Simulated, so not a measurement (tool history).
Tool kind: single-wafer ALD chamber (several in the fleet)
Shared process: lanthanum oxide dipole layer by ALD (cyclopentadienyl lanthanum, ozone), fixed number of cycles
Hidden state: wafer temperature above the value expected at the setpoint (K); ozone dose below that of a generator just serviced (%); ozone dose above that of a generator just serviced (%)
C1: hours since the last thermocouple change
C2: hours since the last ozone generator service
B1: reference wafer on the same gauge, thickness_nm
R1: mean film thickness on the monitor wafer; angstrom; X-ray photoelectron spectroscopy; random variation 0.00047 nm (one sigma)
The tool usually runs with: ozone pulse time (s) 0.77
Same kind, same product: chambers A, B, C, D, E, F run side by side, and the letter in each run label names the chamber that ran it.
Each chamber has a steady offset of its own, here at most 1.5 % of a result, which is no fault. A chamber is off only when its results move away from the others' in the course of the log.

Run 1F, day 0.208: usual settings; C1 320.7; C2 9.5; B1 0.50296. Result: R1 4.5743 angstrom.
Run 2E, day 0.396: usual settings; C1 2450.0; C2 316.8; B1 0.50310. Result: R1 4.5237 angstrom.
Run 3D, day 0.521: usual settings; C1 918.6; C2 972.9; B1 0.50315. Result: R1 4.5242 angstrom.
Run 4A, day 0.758: usual settings; C1 1070.5; C2 940.0; B1 0.50329. Result: R1 4.6091 angstrom.
Run 5B, day 0.883: usual settings; C1 1339.4; C2 64.9; B1 0.50321. Result: R1 4.5565 angstrom.
Run 6C, day 1.025: usual settings; C1 1717.1; C2 959.4; B1 0.50340. Result: R1 4.4781 angstrom.
Run 7D, day 1.221: usual settings; C1 935.4; C2 989.7; B1 0.50341. Result: R1 4.5278 angstrom.
Run 8B, day 1.458: usual settings but ozone pulse time (s) 1.05; C1 1353.2; C2 78.7; B1 0.50341. Result: R1 5.0844 angstrom.
Run 9E, day 1.654: usual settings but ozone pulse time (s) 1.05; C1 2480.2; C2 347.0; B1 0.50353. Result: R1 5.0588 angstrom.
Run 10F, day 1.900: usual settings but ozone pulse time (s) 1.05; C1 361.3; C2 50.1; B1 0.50353. Result: R1 5.1007 angstrom.
Run 11C, day 2.021: usual settings but ozone pulse time (s) 1.05; C1 1741.0; C2 983.3; B1 0.50348. Result: R1 5.0114 angstrom.
Run 12A, day 2.242: usual settings but ozone pulse time (s) 1.05; C1 1106.1; C2 975.6; B1 0.50367. Result: R1 5.1406 angstrom.
At day 2.258: chamber A: thermocouple changed; heater temperature recalibrated.
Run 13B, day 2.375: usual settings but ozone pulse time (s) 1.05; C1 1375.2; C2 100.7; B1 0.50354. Result: R1 5.0837 angstrom.
Run 14A, day 2.538: usual settings but ozone pulse time (s) 0.47; C1 6.8; C2 982.7; B1 0.50386. Result: R1 3.5934 angstrom.
Run 15F, day 2.700: usual settings but ozone pulse time (s) 0.47; C1 380.5; C2 69.3; B1 0.50374. Result: R1 3.5438 angstrom.
Run 16D, day 2.888: usual settings but ozone pulse time (s) 0.47; C1 975.4; C2 1029.7; B1 0.50383. Result: R1 3.4926 angstrom.
Run 17E, day 3.000: usual settings but ozone pulse time (s) 0.47; C1 2512.5; C2 379.3; B1 0.50398. Result: R1 3.5037 angstrom.
Run 18C, day 3.204: usual settings but ozone pulse time (s) 0.47; C1 1769.4; C2 1011.7; B1 0.50389. Result: R1 3.5036 angstrom.
Run 19C, day 3.408: usual settings but ozone pulse time (s) 0.47; C1 1774.3; C2 1016.6; B1 0.50405. Result: R1 3.5074 angstrom.
Run 20B, day 3.608: usual settings; C1 1404.8; C2 130.3; B1 0.50419. Result: R1 4.5557 angstrom.
Run 21E, day 3.804: usual settings; C1 2531.8; C2 398.6; B1 0.50406. Result: R1 4.5354 angstrom.
Run 22F, day 4.008: usual settings; C1 411.9; C2 100.7; B1 0.50409. Result: R1 4.5766 angstrom.
Run 23A, day 4.212: usual settings; C1 47.0; C2 1022.9; B1 0.50424. Result: R1 4.6106 angstrom.
Run 24D, day 4.321: usual settings; C1 1009.8; C2 1064.1; B1 0.50423. Result: R1 4.5272 angstrom.
Run 25B, day 4.525: usual settings; C1 1426.8; C2 152.3; B1 0.50437. Result: R1 4.5599 angstrom.
Run 26E, day 4.704: usual settings; C1 2553.4; C2 420.2; B1 0.50443. Result: R1 4.5410 angstrom.
Run 27D, day 4.946: usual settings; C1 1024.8; C2 1079.1; B1 0.50449. Result: R1 4.5342 angstrom.
Run 28F, day 5.092: usual settings; C1 437.9; C2 126.7; B1 0.50460. Result: R1 4.5801 angstrom.
At day 5.296: chamber D: ozone generator serviced.
Run 29C, day 5.300: usual settings; C1 1819.7; C2 1062.0; B1 0.50453. Result: R1 4.4906 angstrom.
Run 30A, day 5.433: usual settings; C1 76.3; C2 1052.2; B1 0.50457. Result: R1 4.6089 angstrom.
Run 31B, day 5.650: usual settings; C1 1453.8; C2 179.3; B1 0.50463. Result: R1 4.5665 angstrom.
Run 32D, day 5.804: usual settings; C1 1045.4; C2 12.3; B1 0.50462. Result: R1 4.5325 angstrom.
Run 33F, day 5.958: usual settings; C1 458.7; C2 147.5; B1 0.50483. Result: R1 4.5854 angstrom.
Run 34A, day 6.092: usual settings; C1 92.1; C2 1068.0; B1 0.50465. Result: R1 4.6110 angstrom.
Run 35C, day 6.250: usual settings but ozone pulse time (s) 1.03; C1 1842.5; C2 1084.8; B1 0.50478. Result: R1 4.9948 angstrom.
Run 36E, day 6.442: usual settings but ozone pulse time (s) 1.03; C1 2595.1; C2 461.9; B1 0.50485. Result: R1 5.0514 angstrom.
Run 37B, day 6.575: usual settings but ozone pulse time (s) 1.03; C1 1476.0; C2 201.5; B1 0.50478. Result: R1 5.0680 angstrom.
Run 38D, day 6.738: usual settings but ozone pulse time (s) 1.03; C1 1067.8; C2 34.7; B1 0.50485. Result: R1 5.0425 angstrom.
Run 39C, day 6.883: usual settings but ozone pulse time (s) 1.03; C1 1857.7; C2 1100.0; B1 0.50494. Result: R1 4.9945 angstrom.
Run 40A, day 6.996: usual settings but ozone pulse time (s) 1.03; C1 113.8; C2 1089.7; B1 0.50497. Result: R1 5.1244 angstrom.
Run 41E, day 7.242: usual settings but ozone pulse time (s) 1.05; C1 2614.3; C2 481.1; B1 0.50512. Result: R1 5.0925 angstrom.

One chamber off, gauge drift, or nothing amiss beyond the chambers' own small offsets? If it is a chamber, which one, and what is the likeliest cause?

It is the gauge, not a chamber: its drift shows up in every chamber's results at once, and no chamber is off.
Cause: gauge reads high (%) = 0.428.
